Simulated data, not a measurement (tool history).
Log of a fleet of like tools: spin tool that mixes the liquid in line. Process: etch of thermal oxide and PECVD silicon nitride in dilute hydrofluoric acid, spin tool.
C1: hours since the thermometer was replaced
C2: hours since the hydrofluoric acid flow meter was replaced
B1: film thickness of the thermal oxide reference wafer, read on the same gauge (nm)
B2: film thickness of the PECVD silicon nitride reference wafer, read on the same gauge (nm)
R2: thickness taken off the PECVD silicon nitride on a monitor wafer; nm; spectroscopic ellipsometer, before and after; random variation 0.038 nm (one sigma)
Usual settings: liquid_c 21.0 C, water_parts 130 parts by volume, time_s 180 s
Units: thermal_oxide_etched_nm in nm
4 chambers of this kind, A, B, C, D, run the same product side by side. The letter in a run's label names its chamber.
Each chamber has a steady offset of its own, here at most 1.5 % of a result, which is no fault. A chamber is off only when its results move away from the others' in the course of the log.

run 1A hour=8.5 | liquid_c=21.0 water_parts=130 time_s=180 | C1=67.9 C2=54.7 | B1=140.00 B2=39.971 | thermal_oxide_etched_nm=5.7853 R2=1.9762
run 2C hour=17.3 | liquid_c=21.0 water_parts=130 time_s=180 | C1=717.1 C2=563.7 | B1=139.99 B2=40.004 | thermal_oxide_etched_nm=5.7132 R2=1.9173
run 3D hour=21.8 | liquid_c=21.0 water_parts=130 time_s=180 | C1=1342.2 C2=1066.6 | B1=140.00 B2=40.045 | thermal_oxide_etched_nm=5.7370 R2=1.9139
run 4B hour=27.1 | liquid_c=21.0 water_parts=130 time_s=180 | C1=1584.5 C2=532.9 | B1=139.99 B2=39.969 | thermal_oxide_etched_nm=5.6792 R2=1.9763
run 5D hour=32.4 | liquid_c=21.0 water_parts=130 time_s=180 | C1=1352.8 C2=1077.2 | B1=139.98 B2=40.019 | thermal_oxide_etched_nm=5.7405 R2=1.9694
run 6C hour=37.5 | liquid_c=21.0 water_parts=130 time_s=180 | C1=737.3 C2=583.9 | B1=140.01 B2=40.020 | thermal_oxide_etched_nm=5.7797 R2=1.8657
run 7A hour=47.5 | liquid_c=25.5 water_parts=130 time_s=135 | C1=106.9 C2=93.7 | B1=140.01 B2=40.029 | thermal_oxide_etched_nm=5.2314 R2=1.9487
run 8B hour=57.6 | liquid_c=25.5 water_parts=130 time_s=135 | C1=1615.0 C2=563.4 | B1=140.05 B2=39.978 | thermal_oxide_etched_nm=5.1570 R2=1.9788
run 9A hour=66.3 | liquid_c=25.5 water_parts=130 time_s=135 | C1=125.7 C2=112.5 | B1=140.01 B2=40.030 | thermal_oxide_etched_nm=5.1830 R2=2.0174
run 10C hour=75.3 | liquid_c=25.5 water_parts=130 time_s=135 | C1=775.1 C2=621.7 | B1=140.01 B2=40.010 | thermal_oxide_etched_nm=5.1476 R2=1.9402
run 11B hour=81.9 | liquid_c=21.0 water_parts=130 time_s=180 | C1=1639.3 C2=587.7 | B1=140.01 B2=40.017 | thermal_oxide_etched_nm=5.6597 R2=1.8811
run 12D hour=90.8 | liquid_c=21.0 water_parts=130 time_s=180 | C1=1411.2 C2=1135.6 | B1=139.99 B2=39.995 | thermal_oxide_etched_nm=5.7903 R2=1.9000
run 13C hour=99.6 | liquid_c=21.0 water_parts=130 time_s=180 | C1=799.4 C2=646.0 | B1=140.01 B2=39.972 | thermal_oxide_etched_nm=5.7844 R2=1.9197
run 14D hour=106.1 | liquid_c=21.0 water_parts=130 time_s=180 | C1=1426.5 C2=1150.9 | B1=140.01 B2=40.004 | thermal_oxide_etched_nm=5.7632 R2=2.0020
run 15A hour=114.0 | liquid_c=21.0 water_parts=130 time_s=180 | C1=173.4 C2=160.2 | B1=140.02 B2=40.018 | thermal_oxide_etched_nm=5.8425 R2=1.9781
run 16B hour=122.6 | liquid_c=21.0 water_parts=130 time_s=180 | C1=1680.0 C2=628.4 | B1=140.00 B2=39.973 | thermal_oxide_etched_nm=5.5688 R2=1.9788
run 17D hour=130.7 | liquid_c=21.0 water_parts=130 time_s=180 | C1=1451.1 C2=1175.5 | B1=139.98 B2=39.968 | thermal_oxide_etched_nm=5.7263 R2=1.9859
run 18C hour=139.5 | liquid_c=21.0 water_parts=130 time_s=180 | C1=839.3 C2=685.9 | B1=140.02 B2=39.991 | thermal_oxide_etched_nm=5.7335 R2=1.8621
run 19B hour=145.0 | liquid_c=21.0 water_parts=130 time_s=180 | C1=1702.4 C2=650.8 | B1=139.99 B2=39.995 | thermal_oxide_etched_nm=5.5372 R2=1.8699
run 20A hour=150.6 | liquid_c=25.0 water_parts=130 time_s=180 | C1=210.0 C2=196.8 | B1=140.00 B2=40.026 | thermal_oxide_etched_nm=6.6870 R2=2.5882
run 21C hour=156.7 | liquid_c=25.0 water_parts=130 time_s=180 | C1=856.5 C2=703.1 | B1=140.02 B2=40.033 | thermal_oxide_etched_nm=6.7563 R2=2.4994
run 22D hour=164.6 | liquid_c=25.0 water_parts=130 time_s=180 | C1=1485.0 C2=1209.4 | B1=139.99 B2=40.012 | thermal_oxide_etched_nm=6.6863 R2=2.5403
-- hour=172.6 chamber D: thermometer replaced
run 23A hour=174.0 | liquid_c=25.0 water_parts=130 time_s=180 | C1=233.4 C2=220.2 | B1=140.00 B2=39.997 | thermal_oxide_etched_nm=6.7661 R2=2.5874
run 24B hour=180.8 | liquid_c=21.0 water_parts=130 time_s=180 | C1=1738.2 C2=686.6 | B1=139.96 B2=40.032 | thermal_oxide_etched_nm=5.4968 R2=1.8946
run 25D hour=190.7 | liquid_c=21.0 water_parts=130 time_s=180 | C1=18.1 C2=1235.5 | B1=139.99 B2=40.003 | thermal_oxide_etched_nm=5.7616 R2=1.9206
run 26C hour=195.8 | liquid_c=21.0 water_parts=130 time_s=180 | C1=895.6 C2=742.2 | B1=139.96 B2=39.973 | thermal_oxide_etched_nm=5.7450 R2=1.9372
run 27B hour=204.2 | liquid_c=21.0 water_parts=130 time_s=180 | C1=1761.6 C2=710.0 | B1=139.97 B2=39.968 | thermal_oxide_etched_nm=5.4647 R2=1.8783
run 28A hour=212.1 | liquid_c=18.5 water_parts=105 time_s=180 | C1=271.5 C2=258.3 | B1=139.99 B2=39.943 | thermal_oxide_etched_nm=6.5565 R2=2.0495
run 29C hour=216.7 | liquid_c=18.5 water_parts=105 time_s=180 | C1=916.5 C2=763.1 | B1=140.02 B2=40.024 | thermal_oxide_etched_nm=6.5591 R2=2.0028
run 30D hour=226.0 | liquid_c=18.5 water_parts=105 time_s=180 | C1=53.4 C2=1270.8 | B1=140.01 B2=40.016 | thermal_oxide_etched_nm=6.5713 R2=2.0086
run 31B hour=236.2 | liquid_c=18.5 water_parts=105 time_s=180 | C1=1793.6 C2=742.0 | B1=140.00 B2=39.991 | thermal_oxide_etched_nm=6.2189 R2=1.9118
run 32A hour=242.9 | liquid_c=21.0 water_parts=130 time_s=180 | C1=302.3 C2=289.1 | B1=140.01 B2=40.024 | thermal_oxide_etched_nm=5.8252 R2=1.9651
run 33B hour=251.1 | liquid_c=21.0 water_parts=100 time_s=280 | C1=1808.5 C2=756.9 | B1=139.97 B2=39.988 | thermal_oxide_etched_nm=11.3490 R2=3.7885

Is one chamber off against the others, does the gauge drift, or is nothing wrong? If a chamber is off, say which, and what the likeliest cause is.

Chamber B drifts away from the others.
Cause: hydrofluoric acid flow below the setpoint (%) = 5.33.

Here are 4 candidates for chamber B's next run, each the usual settings with a change, their results left as question marks. Which one brings its results back in line with what the others give on the usual settings?
In line means no further than this from the other chambers' mean on the usual settings: thermal_oxide_etched_nm 0.1300 nm; R2 0.1300 nm
run 34B-1 hour=258.6 | liquid_c=21.0 water_parts=135 time_s=175 | thermal_oxide_etched_nm=? R2=?
run 34B-2 hour=258.6 | liquid_c=20.5 water_parts=120 time_s=190 | thermal_oxide_etched_nm=? R2=?
run 34B-3 hour=258.6 | liquid_c=21.5 water_parts=140 time_s=170 | thermal_oxide_etched_nm=? R2=?
run 34B-4 hour=258.6 | liquid_c=21.0 water_parts=125 time_s=185 | thermal_oxide_etched_nm=? R2=?

The other chambers' mean on the usual settings: thermal_oxide_etched_nm 5.7453 nm; R2 1.9385 nm
run=34B-1 thermal_oxide_etched_nm=5.0153 R2=1.7117
run=34B-2 thermal_oxide_etched_nm=6.1052 R2=2.0158
run=34B-3 thermal_oxide_etched_nm=4.7654 R2=1.6590
run=34B-4 thermal_oxide_etched_nm=5.7899 R2=1.9504
34B-4 brings the chamber back in line.
